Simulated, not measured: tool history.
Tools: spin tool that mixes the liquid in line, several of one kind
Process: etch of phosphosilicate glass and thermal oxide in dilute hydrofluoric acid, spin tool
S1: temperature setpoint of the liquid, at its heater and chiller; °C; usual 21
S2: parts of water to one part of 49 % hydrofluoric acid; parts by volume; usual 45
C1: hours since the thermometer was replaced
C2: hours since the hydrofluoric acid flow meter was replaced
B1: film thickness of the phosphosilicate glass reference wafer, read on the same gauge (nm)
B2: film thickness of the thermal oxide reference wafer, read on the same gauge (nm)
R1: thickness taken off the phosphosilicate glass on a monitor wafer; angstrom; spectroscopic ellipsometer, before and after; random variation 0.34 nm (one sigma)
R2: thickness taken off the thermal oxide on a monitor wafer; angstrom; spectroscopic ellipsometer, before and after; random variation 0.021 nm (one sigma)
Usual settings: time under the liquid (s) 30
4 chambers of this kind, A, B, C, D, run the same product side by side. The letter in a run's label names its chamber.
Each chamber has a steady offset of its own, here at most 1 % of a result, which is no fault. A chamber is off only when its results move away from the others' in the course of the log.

run 1B hour=10.8 | S1=21 S2=45 time_under_the_liquid_(s)=30 | C1=1113.4 C2=1049.4 | B1=50.016 B2=140.03 | R1=652.98 R2=29.558
run 2D hour=19.4 | S1=21 S2=45 time_under_the_liquid_(s)=30 | C1=134.5 C2=436.4 | B1=50.011 B2=140 | R1=648.5 R2=30.335
run 3A hour=28.5 | S1=21 S2=45 time_under_the_liquid_(s)=30 | C1=213.7 C2=567.5 | B1=49.994 B2=140.01 | R1=648.69 R2=29.234
run 4C hour=38.6 | S1=21 S2=45 time_under_the_liquid_(s)=30 | C1=306.6 C2=152 | B1=49.985 B2=140.02 | R1=645.3 R2=29.45
run 5A hour=44.8 | S1=21 S2=45 time_under_the_liquid_(s)=30 | C1=230 C2=583.8 | B1=49.999 B2=140.01 | R1=643.96 R2=29.502
-- hour=47.9 chamber D: hydrofluoric acid flow meter replaced
run 6D hour=56 | S1=21 S2=45 time_under_the_liquid_(s)=25 | C1=171.1 C2=8.2 | B1=50.029 B2=140.01 | R1=541.22 R2=24.735
run 7B hour=64.4 | S1=21 S2=45 time_under_the_liquid_(s)=25 | C1=1167 C2=1103 | B1=49.984 B2=140.05 | R1=536.01 R2=24.53
run 8C hour=74.6 | S1=21 S2=45 time_under_the_liquid_(s)=25 | C1=342.6 C2=188 | B1=50.009 B2=140.01 | R1=538.27 R2=24.824
run 9A hour=80.5 | S1=21 S2=45 time_under_the_liquid_(s)=25 | C1=265.7 C2=619.5 | B1=49.984 B2=140.01 | R1=538.35 R2=24.858
run 10C hour=90 | S1=21 S2=45 time_under_the_liquid_(s)=30 | C1=358 C2=203.4 | B1=49.996 B2=139.99 | R1=647.54 R2=29.736
run 11D hour=96 | S1=17 S2=45 time_under_the_liquid_(s)=20 | C1=211.1 C2=48.2 | B1=49.96 B2=140.01 | R1=364.86 R2=16.73
run 12B hour=104.7 | S1=17 S2=45 time_under_the_liquid_(s)=20 | C1=1207.3 C2=1143.3 | B1=49.974 B2=139.99 | R1=363.88 R2=16.567
run 13D hour=113 | S1=17 S2=45 time_under_the_liquid_(s)=20 | C1=228.1 C2=65.2 | B1=50.018 B2=139.99 | R1=363.93 R2=16.69
run 14A hour=124.4 | S1=17 S2=45 time_under_the_liquid_(s)=20 | C1=309.6 C2=663.4 | B1=49.995 B2=140.01 | R1=361.31 R2=16.607
run 15C hour=133.3 | S1=21 S2=45 time_under_the_liquid_(s)=30 | C1=401.3 C2=246.7 | B1=49.995 B2=140 | R1=644.47 R2=29.713
run 16B hour=141 | S1=21 S2=45 time_under_the_liquid_(s)=30 | C1=1243.6 C2=1179.6 | B1=49.996 B2=140.01 | R1=650.56 R2=29.912
run 17D hour=146.1 | S1=21 S2=45 time_under_the_liquid_(s)=30 | C1=261.2 C2=98.3 | B1=50.025 B2=140 | R1=650.56 R2=29.796
run 18B hour=155.6 | S1=21 S2=45 time_under_the_liquid_(s)=30 | C1=1258.2 C2=1194.2 | B1=49.99 B2=139.99 | R1=648.53 R2=30.003
run 19C hour=166.9 | S1=21 S2=30 time_under_the_liquid_(s)=30 | C1=434.9 C2=280.3 | B1=49.997 B2=140.02 | R1=986.92 R2=45.143
run 20A hour=172.7 | S1=21 S2=30 time_under_the_liquid_(s)=30 | C1=357.9 C2=711.7 | B1=50.009 B2=139.98 | R1=988.81 R2=46.263
run 21C hour=178.7 | S1=21 S2=30 time_under_the_liquid_(s)=30 | C1=446.7 C2=292.1 | B1=49.985 B2=140.01 | R1=989.05 R2=45.473
run 22A hour=188.5 | S1=21 S2=30 time_under_the_liquid_(s)=30 | C1=373.7 C2=727.5 | B1=49.967 B2=140 | R1=992.13 R2=45.515
run 23B hour=196.1 | S1=21 S2=45 time_under_the_liquid_(s)=30 | C1=1298.7 C2=1234.7 | B1=49.986 B2=140.02 | R1=647.17 R2=29.677
run 24D hour=204 | S1=21 S2=45 time_under_the_liquid_(s)=30 | C1=319.1 C2=156.2 | B1=49.975 B2=140 | R1=650.18 R2=30.183
run 25A hour=209.6 | S1=21 S2=45 time_under_the_liquid_(s)=30 | C1=394.8 C2=748.6 | B1=49.994 B2=139.98 | R1=643.32 R2=29.517
run 26C hour=217.3 | S1=21 S2=45 time_under_the_liquid_(s)=30 | C1=485.3 C2=330.7 | B1=49.986 B2=140.04 | R1=649.55 R2=29.423
run 27B hour=223.9 | S1=21 S2=45 time_under_the_liquid_(s)=30 | C1=1326.5 C2=1262.5 | B1=49.962 B2=139.96 | R1=647.25 R2=29.692
run 28D hour=234.5 | S1=25.5 S2=45 time_under_the_liquid_(s)=15 | C1=349.6 C2=186.7 | B1=49.992 B2=139.97 | R1=391.67 R2=18.123
run 29C hour=240.2 | S1=25.5 S2=45 time_under_the_liquid_(s)=15 | C1=508.2 C2=353.6 | B1=49.968 B2=140.02 | R1=384.17 R2=17.984
run 30A hour=245.9 | S1=25.5 S2=45 time_under_the_liquid_(s)=15 | C1=431.1 C2=784.9 | B1=50.012 B2=139.98 | R1=391.83 R2=17.525
run 31B hour=257.2 | S1=25.5 S2=45 time_under_the_liquid_(s)=15 | C1=1359.8 C2=1295.8 | B1=50.028 B2=140.04 | R1=390.74 R2=18.057
run 32D hour=262.5 | S1=21 S2=45 time_under_the_liquid_(s)=30 | C1=377.6 C2=214.7 | B1=50.032 B2=139.99 | R1=652.12 R2=29.914
run 33A hour=270.3 | S1=21 S2=45 time_under_the_liquid_(s)=30 | C1=455.5 C2=809.3 | B1=50.021 B2=140.03 | R1=647.71 R2=29.429
run 34D hour=275.5 | S1=21 S2=45 time_under_the_liquid_(s)=30 | C1=390.6 C2=227.7 | B1=49.979 B2=139.99 | R1=645.06 R2=30.08
run 35B hour=285.7 | S1=21 S2=45 time_under_the_liquid_(s)=30 | C1=1388.3 C2=1324.3 | B1=49.962 B2=140.01 | R1=644.46 R2=29.705
run 36C hour=292.3 | S1=21 S2=45 time_under_the_liquid_(s)=30 | C1=560.3 C2=405.7 | B1=49.99 B2=140.01 | R1=643.32 R2=29.834
run 37C hour=298 | S1=21 S2=45 time_under_the_liquid_(s)=30 | C1=566 C2=411.4 | B1=49.99 B2=139.99 | R1=642.19 R2=29.618
run 38A hour=306.1 | S1=21 S2=45 time_under_the_liquid_(s)=30 | C1=491.3 C2=845.1 | B1=49.979 B2=140 | R1=649.99 R2=29.718
run 39D hour=316.2 | S1=21 S2=45 time_under_the_liquid_(s)=30 | C1=431.3 C2=268.4 | B1=49.982 B2=140 | R1=649.23 R2=30.254
run 40B hour=323 | S1=21 S2=45 time_under_the_liquid_(s)=30 | C1=1425.6 C2=1361.6 | B1=50.042 B2=140 | R1=648.06 R2=29.662
run 41A hour=332.1 | S1=21 S2=45 time_under_the_liquid_(s)=40 | C1=517.3 C2=871.1 | B1=49.993 B2=139.98 | R1=863.11 R2=39.263
run 42D hour=342.3 | S1=21 S2=45 time_under_the_liquid_(s)=40 | C1=457.4 C2=294.5 | B1=50.016 B2=140 | R1=862.64 R2=40.363
run 43C hour=350 | S1=21 S2=45 time_under_the_liquid_(s)=40 | C1=618 C2=463.4 | B1=50.001 B2=139.99 | R1=858 R2=39.457
run 44B hour=355.5 | S1=21 S2=45 time_under_the_liquid_(s)=40 | C1=1458.1 C2=1394.1 | B1=50.008 B2=140.02 | R1=853.83 R2=39.609

Next, every chamber runs the same settings. What will each give?
run 45A hour=363.7 | S1=21 S2=60 time_under_the_liquid_(s)=30 | R1=? R2=?
run 45B hour=363.7 | S1=21 S2=60 time_under_the_liquid_(s)=30 | R1=? R2=?
run 45C hour=363.7 | S1=21 S2=60 time_under_the_liquid_(s)=30 | R1=? R2=?
run 45D hour=363.7 | S1=21 S2=60 time_under_the_liquid_(s)=30 | R1=? R2=?

run=45A R1=475.59 R2=21.617
run=45B R1=476.27 R2=21.919
run=45C R1=472.45 R2=21.758
run=45D R1=474.56 R2=21.988

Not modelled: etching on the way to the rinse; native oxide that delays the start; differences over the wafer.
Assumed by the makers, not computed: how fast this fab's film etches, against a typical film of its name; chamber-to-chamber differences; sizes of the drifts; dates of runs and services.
